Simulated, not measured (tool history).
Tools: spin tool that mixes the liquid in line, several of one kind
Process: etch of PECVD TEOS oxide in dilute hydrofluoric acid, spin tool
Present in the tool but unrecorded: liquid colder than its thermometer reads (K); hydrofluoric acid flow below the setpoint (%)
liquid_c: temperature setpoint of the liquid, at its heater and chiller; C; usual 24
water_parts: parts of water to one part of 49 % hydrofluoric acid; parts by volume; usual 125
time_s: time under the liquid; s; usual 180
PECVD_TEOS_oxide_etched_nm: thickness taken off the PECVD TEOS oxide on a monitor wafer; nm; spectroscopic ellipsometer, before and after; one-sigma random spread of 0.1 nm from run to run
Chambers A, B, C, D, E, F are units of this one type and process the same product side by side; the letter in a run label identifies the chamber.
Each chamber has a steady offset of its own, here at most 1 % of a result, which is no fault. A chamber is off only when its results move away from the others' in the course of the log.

run     day  liquid_c  water_parts  time_s  hours since the thermometer was replaced  hours since the hydrofluoric acid flow meter was replaced  read-back film thickness of the PECVD TEOS oxide reference wafer, read on the same gauge (nm)  PECVD_TEOS_oxide_etched_nm
 1B   0.529        24          125     180                                     184.1                                                     1539.6                                                                                         130.03                      12.294
 2C   0.833        24          125     180                                     770.5                                                      134.8                                                                                         130.03                      12.077
 3F   1.138        24          125     180                                    1028.7                                                     1042.3                                                                                         130.03                      12.056
 4E   1.654        24          125     180                                       762                                                     1215.3                                                                                         129.99                      12.157
 5D   2.054        24          125     180                                     741.5                                                      276.7                                                                                         130.02                      12.082
 6A   2.479        24           90     260                                    2009.8                                                     1214.2                                                                                         130.02                      25.347
 7B   2.821        24           90     260                                     239.1                                                     1594.6                                                                                         130.04                      25.746
      2.888  -- chamber D: thermometer replaced
 8D   3.458        24           90     260                                      13.8                                                      310.4                                                                                            130                      25.776
 9E   4.088        24           90     260                                     820.4                                                     1273.7                                                                                         130.01                      25.566
10C   4.488        24           90     260                                     858.2                                                      222.5                                                                                         129.99                      25.938
11F   4.779        24           90     260                                    1116.1                                                     1129.7                                                                                            130                      25.216
      5.029  -- chamber C: thermometer replaced
12A   5.396        24          125     180                                    2079.8                                                     1284.2                                                                                         130.01                      12.226
13C   5.683        24          125     180                                      15.8                                                      251.2                                                                                         130.03                       12.18
14E   6.196        24          125     180                                       871                                                     1324.3                                                                                         130.03                      12.249
15D   6.567        24          125     180                                      88.4                                                        385                                                                                            130                      12.153
16A   7.208        24          125     180                                    2123.3                                                     1327.7                                                                                         130.02                      12.165
17F    7.85        24          125     180                                    1189.8                                                     1203.4                                                                                         130.04                      12.092
18B   8.367        24          125      95                                     372.2                                                     1727.7                                                                                            130                       6.481
19B   8.783        24          125      95                                     382.2                                                     1737.7                                                                                         129.93                      6.4914
20C   9.288        24          125      95                                     102.3                                                      337.7                                                                                         130.02                      6.4572
21D   9.729        24          125      95                                     164.3                                                      460.9                                                                                         129.97                      6.4231
22A  10.075        24          125      95                                    2192.1                                                     1396.5                                                                                         129.99                      6.3348
23E  10.542        24          125      95                                     975.3                                                     1428.6                                                                                         130.02                      6.3461
24F  10.871        24          125     180                                    1262.3                                                     1275.9                                                                                         129.95                      11.785
25D  11.475        24          125     180                                     206.2                                                      502.8                                                                                         130.01                      12.173
26C  12.042        24          125     180                                     168.4                                                      403.8                                                                                         129.97                      12.041
27A  12.625        24          125     180                                    2253.3                                                     1457.7                                                                                         130.03                      12.135
28F  13.092        24          125     180                                    1315.6                                                     1329.2                                                                                         129.98                      11.492
29B    13.5        24          125     180                                     495.4                                                     1850.9                                                                                            130                      12.292
30E  13.842        24          125     180                                    1054.5                                                     1507.8                                                                                         129.96                      12.191
31A  14.308        24          125     180                                    2293.7                                                     1498.1                                                                                         130.01                      12.034
32F  14.792        24          125     180                                    1356.4                                                       1370                                                                                         129.95                       11.41
33E  15.371        24          125     180                                    1091.2                                                     1544.5                                                                                         129.94                      12.198
34B  15.675        24          125     180                                     547.6                                                     1903.1                                                                                         129.99                      12.117
35C  16.271        24          125     180                                     269.9                                                      505.3                                                                                         129.99                      11.969
36D  16.825        24          125     180                                     334.6                                                      631.2                                                                                         130.04                      12.186
37D  17.167        24          125     180                                     342.8                                                      639.4                                                                                         130.01                       12.24
38E  17.762        24          165     225                                    1148.6                                                     1601.9                                                                                            130                      10.812

Next, all 6 chambers run the settings below, one line each with question marks for the results. What does each chamber give?
39A  18.238        24          125     180                                                                                                                                                                                                                               ?
39B  18.238        24          125     180                                                                                                                                                                                                                               ?
39C  18.238        24          125     180                                                                                                                                                                                                                               ?
39D  18.238        24          125     180                                                                                                                                                                                                                               ?
39E  18.238        24          125     180                                                                                                                                                                                                                               ?
39F  18.238        24          125     180                                                                                                                                                                                                                               ?

run  PECVD_TEOS_oxide_etched_nm
39A                      12.098
39B                      12.137
39C                      12.114
39D                      12.155
39E                      12.197
39F                      11.041

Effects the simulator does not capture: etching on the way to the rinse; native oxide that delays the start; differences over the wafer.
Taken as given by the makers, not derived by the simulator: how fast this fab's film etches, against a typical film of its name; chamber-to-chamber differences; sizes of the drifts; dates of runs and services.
